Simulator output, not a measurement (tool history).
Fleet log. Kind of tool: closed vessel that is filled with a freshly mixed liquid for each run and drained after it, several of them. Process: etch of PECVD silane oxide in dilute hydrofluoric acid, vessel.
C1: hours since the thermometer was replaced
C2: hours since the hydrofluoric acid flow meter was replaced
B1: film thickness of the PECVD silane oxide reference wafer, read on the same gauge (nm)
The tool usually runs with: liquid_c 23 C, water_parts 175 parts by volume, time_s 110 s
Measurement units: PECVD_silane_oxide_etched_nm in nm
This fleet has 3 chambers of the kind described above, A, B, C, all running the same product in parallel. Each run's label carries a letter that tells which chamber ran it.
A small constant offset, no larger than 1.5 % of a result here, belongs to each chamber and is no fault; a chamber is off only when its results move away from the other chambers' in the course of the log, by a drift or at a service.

run 1A day=0.288 | liquid_c=23 water_parts=175 time_s=110 | C1=2065.9 C2=55.2 | B1=69.988 | PECVD_silane_oxide_etched_nm=26.227
run 2B day=0.642 | liquid_c=23 water_parts=175 time_s=110 | C1=834.9 C2=226.3 | B1=70.007 | PECVD_silane_oxide_etched_nm=26.526
run 3C day=1.129 | liquid_c=23 water_parts=175 time_s=110 | C1=750 C2=330.4 | B1=69.99 | PECVD_silane_oxide_etched_nm=25.84
run 4A day=1.725 | liquid_c=23 water_parts=175 time_s=110 | C1=2100.4 C2=89.7 | B1=69.979 | PECVD_silane_oxide_etched_nm=26.465
run 5B day=2.233 | liquid_c=23 water_parts=175 time_s=110 | C1=873.1 C2=264.5 | B1=69.985 | PECVD_silane_oxide_etched_nm=26.271
run 6C day=2.612 | liquid_c=23 water_parts=175 time_s=110 | C1=785.6 C2=366 | B1=70.01 | PECVD_silane_oxide_etched_nm=26.164
run 7A day=3.058 | liquid_c=18.5 water_parts=125 time_s=110 | C1=2132.4 C2=121.7 | B1=70.038 | PECVD_silane_oxide_etched_nm=32.408
run 8C day=3.617 | liquid_c=18.5 water_parts=125 time_s=110 | C1=809.7 C2=390.1 | B1=69.988 | PECVD_silane_oxide_etched_nm=31.738
run 9B day=3.896 | liquid_c=18.5 water_parts=125 time_s=110 | C1=913 C2=304.4 | B1=69.996 | PECVD_silane_oxide_etched_nm=32.98
run 10A day=4.475 | liquid_c=23 water_parts=175 time_s=110 | C1=2166.4 C2=155.7 | B1=69.992 | PECVD_silane_oxide_etched_nm=25.893
run 11C day=4.988 | liquid_c=23 water_parts=175 time_s=110 | C1=842.6 C2=423 | B1=70.004 | PECVD_silane_oxide_etched_nm=25.957
run 12B day=5.283 | liquid_c=23 water_parts=175 time_s=110 | C1=946.3 C2=337.7 | B1=70.009 | PECVD_silane_oxide_etched_nm=26.377
run 13C day=5.883 | liquid_c=23 water_parts=175 time_s=110 | C1=864.1 C2=444.5 | B1=69.965 | PECVD_silane_oxide_etched_nm=26.001
run 14B day=6.429 | liquid_c=20.5 water_parts=175 time_s=110 | C1=973.8 C2=365.2 | B1=70.02 | PECVD_silane_oxide_etched_nm=24.015
run 15A day=6.846 | liquid_c=20.5 water_parts=175 time_s=110 | C1=2223.3 C2=212.6 | B1=69.984 | PECVD_silane_oxide_etched_nm=23.853
run 16A day=7.188 | liquid_c=20.5 water_parts=175 time_s=110 | C1=2231.5 C2=220.8 | B1=70 | PECVD_silane_oxide_etched_nm=23.938
run 17B day=7.75 | liquid_c=23 water_parts=175 time_s=110 | C1=1005.5 C2=396.9 | B1=69.995 | PECVD_silane_oxide_etched_nm=26.479
run 18C day=8.1 | liquid_c=27.5 water_parts=175 time_s=110 | C1=917.3 C2=497.7 | B1=69.996 | PECVD_silane_oxide_etched_nm=30.63
run 19C day=8.396 | liquid_c=27.5 water_parts=175 time_s=110 | C1=924.4 C2=504.8 | B1=70.018 | PECVD_silane_oxide_etched_nm=30.661
run 20A day=8.779 | liquid_c=27.5 water_parts=175 time_s=110 | C1=2269.7 C2=259 | B1=69.986 | PECVD_silane_oxide_etched_nm=31.074
run 21B day=9.179 | liquid_c=23 water_parts=175 time_s=110 | C1=1039.8 C2=431.2 | B1=70.045 | PECVD_silane_oxide_etched_nm=26.202
run 22A day=9.571 | liquid_c=23 water_parts=175 time_s=110 | C1=2288.7 C2=278 | B1=69.997 | PECVD_silane_oxide_etched_nm=26.215
run 23B day=10.108 | liquid_c=23 water_parts=175 time_s=110 | C1=1062.1 C2=453.5 | B1=69.967 | PECVD_silane_oxide_etched_nm=26.614
run 24C day=10.692 | liquid_c=23 water_parts=175 time_s=110 | C1=979.5 C2=559.9 | B1=69.997 | PECVD_silane_oxide_etched_nm=25.745
run 25A day=11.121 | liquid_c=23 water_parts=175 time_s=110 | C1=2325.9 C2=315.2 | B1=70.009 | PECVD_silane_oxide_etched_nm=26.159
run 26B day=11.567 | liquid_c=23 water_parts=175 time_s=110 | C1=1097.1 C2=488.5 | B1=69.98 | PECVD_silane_oxide_etched_nm=26.234
run 27C day=12.117 | liquid_c=23 water_parts=175 time_s=130 | C1=1013.7 C2=594.1 | B1=69.944 | PECVD_silane_oxide_etched_nm=30.333
run 28A day=12.558 | liquid_c=23 water_parts=175 time_s=130 | C1=2360.4 C2=349.7 | B1=69.979 | PECVD_silane_oxide_etched_nm=30.92
run 29C day=12.904 | liquid_c=23 water_parts=175 time_s=130 | C1=1032.6 C2=613 | B1=69.948 | PECVD_silane_oxide_etched_nm=30.48
run 30B day=13.279 | liquid_c=23 water_parts=175 time_s=110 | C1=1138.2 C2=529.6 | B1=69.994 | PECVD_silane_oxide_etched_nm=26.481
run 31B day=13.738 | liquid_c=23 water_parts=175 time_s=110 | C1=1149.2 C2=540.6 | B1=69.953 | PECVD_silane_oxide_etched_nm=26.461
run 32A day=14.062 | liquid_c=23 water_parts=175 time_s=110 | C1=2396.5 C2=385.8 | B1=69.992 | PECVD_silane_oxide_etched_nm=26.146
run 33C day=14.525 | liquid_c=23 water_parts=175 time_s=110 | C1=1071.5 C2=651.9 | B1=70.001 | PECVD_silane_oxide_etched_nm=25.294
run 34A day=14.917 | liquid_c=23 water_parts=175 time_s=110 | C1=2417 C2=406.3 | B1=69.975 | PECVD_silane_oxide_etched_nm=25.91
run 35B day=15.379 | liquid_c=23 water_parts=175 time_s=110 | C1=1188.6 C2=580 | B1=70.028 | PECVD_silane_oxide_etched_nm=26.375
run 36C day=15.792 | liquid_c=23 water_parts=175 time_s=110 | C1=1101.9 C2=682.3 | B1=69.995 | PECVD_silane_oxide_etched_nm=25.505
run 37B day=16.171 | liquid_c=23 water_parts=175 time_s=110 | C1=1207.6 C2=599 | B1=69.986 | PECVD_silane_oxide_etched_nm=26.499
run 38A day=16.462 | liquid_c=23 water_parts=175 time_s=110 | C1=2454.1 C2=443.4 | B1=70.03 | PECVD_silane_oxide_etched_nm=26.43
run 39C day=16.808 | liquid_c=23 water_parts=175 time_s=110 | C1=1126.3 C2=706.7 | B1=70.039 | PECVD_silane_oxide_etched_nm=25.48
run 40C day=17.133 | liquid_c=23 water_parts=175 time_s=110 | C1=1134.1 C2=714.5 | B1=70.03 | PECVD_silane_oxide_etched_nm=25.441
-- day=17.142 chamber A: thermometer replaced
run 41A day=17.442 | liquid_c=23 water_parts=175 time_s=110 | C1=7.2 C2=466.9 | B1=69.989 | PECVD_silane_oxide_etched_nm=26.17
run 42B day=17.938 | liquid_c=23 water_parts=175 time_s=110 | C1=1250 C2=641.4 | B1=70.014 | PECVD_silane_oxide_etched_nm=26.5
run 43C day=18.238 | liquid_c=23 water_parts=175 time_s=110 | C1=1160.6 C2=741 | B1=70.001 | PECVD_silane_oxide_etched_nm=25.193
run 44A day=18.529 | liquid_c=23 water_parts=175 time_s=110 | C1=33.3 C2=493 | B1=69.999 | PECVD_silane_oxide_etched_nm=26.019

Next, all 3 chambers run the settings below, one line each with question marks for the results. What does each chamber give?
run 45A day=18.971 | liquid_c=23 water_parts=175 time_s=110 | PECVD_silane_oxide_etched_nm=?
run 45B day=18.971 | liquid_c=23 water_parts=175 time_s=110 | PECVD_silane_oxide_etched_nm=?
run 45C day=18.971 | liquid_c=23 water_parts=175 time_s=110 | PECVD_silane_oxide_etched_nm=?

run=45A PECVD_silane_oxide_etched_nm=26.096
run=45B PECVD_silane_oxide_etched_nm=26.523
run=45C PECVD_silane_oxide_etched_nm=24.957
